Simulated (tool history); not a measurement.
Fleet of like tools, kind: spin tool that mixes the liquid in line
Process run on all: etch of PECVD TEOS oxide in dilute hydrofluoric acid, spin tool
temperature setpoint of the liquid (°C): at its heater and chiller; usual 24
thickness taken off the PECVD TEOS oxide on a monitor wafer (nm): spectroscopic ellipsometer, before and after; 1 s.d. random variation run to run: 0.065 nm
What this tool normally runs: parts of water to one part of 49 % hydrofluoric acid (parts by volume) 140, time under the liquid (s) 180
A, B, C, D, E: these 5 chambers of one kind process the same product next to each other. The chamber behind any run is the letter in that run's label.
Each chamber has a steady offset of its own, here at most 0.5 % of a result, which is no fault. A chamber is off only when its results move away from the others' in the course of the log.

run   hour  temperature setpoint of the liquid (°C)  parts of water to one part of 49 % hydrofluoric acid (parts by volume)  time under the liquid (s)  read-back film thickness of the PECVD TEOS oxide reference wafer, read on the same gauge (nm)  thickness taken off the PECVD TEOS oxide on a monitor wafer (nm)
 1B    4.9                                       24                                                                     140                        180                                                                                         89.982                                                            10.763
 2D   12.3                                       24                                                                     140                        180                                                                                          89.99                                                            10.721
      14.9  -- chamber D: thermometer replaced
 3E   19.2                                       24                                                                     140                        180                                                                                          89.99                                                            10.706
 4A   23.2                                       24                                                                     140                        180                                                                                         89.994                                                            10.721
 5C   30.4                                       24                                                                     140                        180                                                                                         90.007                                                            10.676
 6E   34.1                                       24                                                                     140                        180                                                                                         90.006                                                            10.779
 7C   38.2                                       24                                                                     140                        180                                                                                         89.983                                                            10.646
 8A   43.2                                       24                                                                     140                        180                                                                                         90.005                                                             10.86
 9D   49.4                                       24                                                                     140                        180                                                                                         89.996                                                            10.718
10B   54.2                                       24                                                                     140                        180                                                                                         90.013                                                            10.643
11E     58                                       24                                                                     140                        180                                                                                          89.99                                                            10.692
12A   63.7                                       24                                                                     140                        180                                                                                         89.991                                                             10.73
13C   68.9                                       24                                                                     140                        180                                                                                         89.997                                                            10.749
14B     75                                       24                                                                     140                        180                                                                                         89.998                                                            10.739
15D   79.1                                       24                                                                      75                        120                                                                                         89.984                                                            14.391
16A   84.4                                       24                                                                      75                        120                                                                                         90.009                                                            14.711
17D   90.3                                       24                                                                      75                        120                                                                                         90.002                                                            14.613
18C   95.1                                       24                                                                      75                        120                                                                                         90.003                                                            14.443
19E  102.5                                       24                                                                      75                        120                                                                                         89.986                                                            14.804
20B  109.5                                       24                                                                      95                        180                                                                                         89.994                                                            16.762
21A  116.4                                       24                                                                      95                        180                                                                                         89.985                                                            17.062
22B  122.4                                       24                                                                      95                        180                                                                                         90.017                                                            16.584
23E  127.2                                       24                                                                      95                        180                                                                                         90.017                                                             16.85
24C  132.2                                       24                                                                      95                        180                                                                                         90.007                                                            16.503
25D  138.8                                       24                                                                     140                        180                                                                                         90.008                                                            10.732
26A  145.8                                       24                                                                     140                        180                                                                                         90.002                                                            11.122
27C  150.6                                       24                                                                     140                        180                                                                                         89.992                                                             10.72
28D  154.4                                       24                                                                     140                        180                                                                                         90.003                                                            10.666
29B  159.4                                       24                                                                     140                        180                                                                                         90.003                                                            10.731
30E  164.4                                       24                                                                     140                        100                                                                                         90.005                                                            5.9424
31E  169.6                                       24                                                                     140                        100                                                                                         90.007                                                             5.962
32C  172.9                                       24                                                                     140                        100                                                                                         90.008                                                            6.0009
33D  176.4                                       24                                                                     140                        100                                                                                         89.999                                                            5.9088

Read the log: is a single chamber off, either drifting away or since a service, is the gauge that measures every chamber drifting, or is nothing wrong beyond small per-chamber offsets? Name any odd chamber and what most likely caused it.

It is chamber A that slowly wanders off from its peers.
Cause: hydrofluoric acid flow above the setpoint (%) = 4.59.
With only this log, it may be confused with: liquid hotter than its thermometer reads (K).

Below are 4 candidate recipes for chamber A's next run, each the usual settings with a change, their results shown as question marks. Which of them brings A's results back in line with what the other chambers give on the usual settings?
Maximum distance from the other chambers' mean on the usual settings for a result to count as in line: thickness taken off the PECVD TEOS oxide on a monitor wafer (nm) 0.23
34A-1  181.8                                       24                                                                     145                        170                                                                                                                                                                ?
34A-2  181.8                                       24                                                                     135                        190                                                                                                                                                                ?
34A-3  181.8                                       24                                                                     140                        190                                                                                                                                                                ?
34A-4  181.8                                     22.5                                                                     140                        180                                                                                                                                                                ?

Usual-settings mean across the other chambers: thickness taken off the PECVD TEOS oxide on a monitor wafer (nm) 10.728
  run  thickness taken off the PECVD TEOS oxide on a monitor wafer (nm)
34A-1                                                            10.287
34A-2                                                            12.487
34A-3                                                            11.975
34A-4                                                            10.693
34A-4 puts the chamber back in line with the other chambers.

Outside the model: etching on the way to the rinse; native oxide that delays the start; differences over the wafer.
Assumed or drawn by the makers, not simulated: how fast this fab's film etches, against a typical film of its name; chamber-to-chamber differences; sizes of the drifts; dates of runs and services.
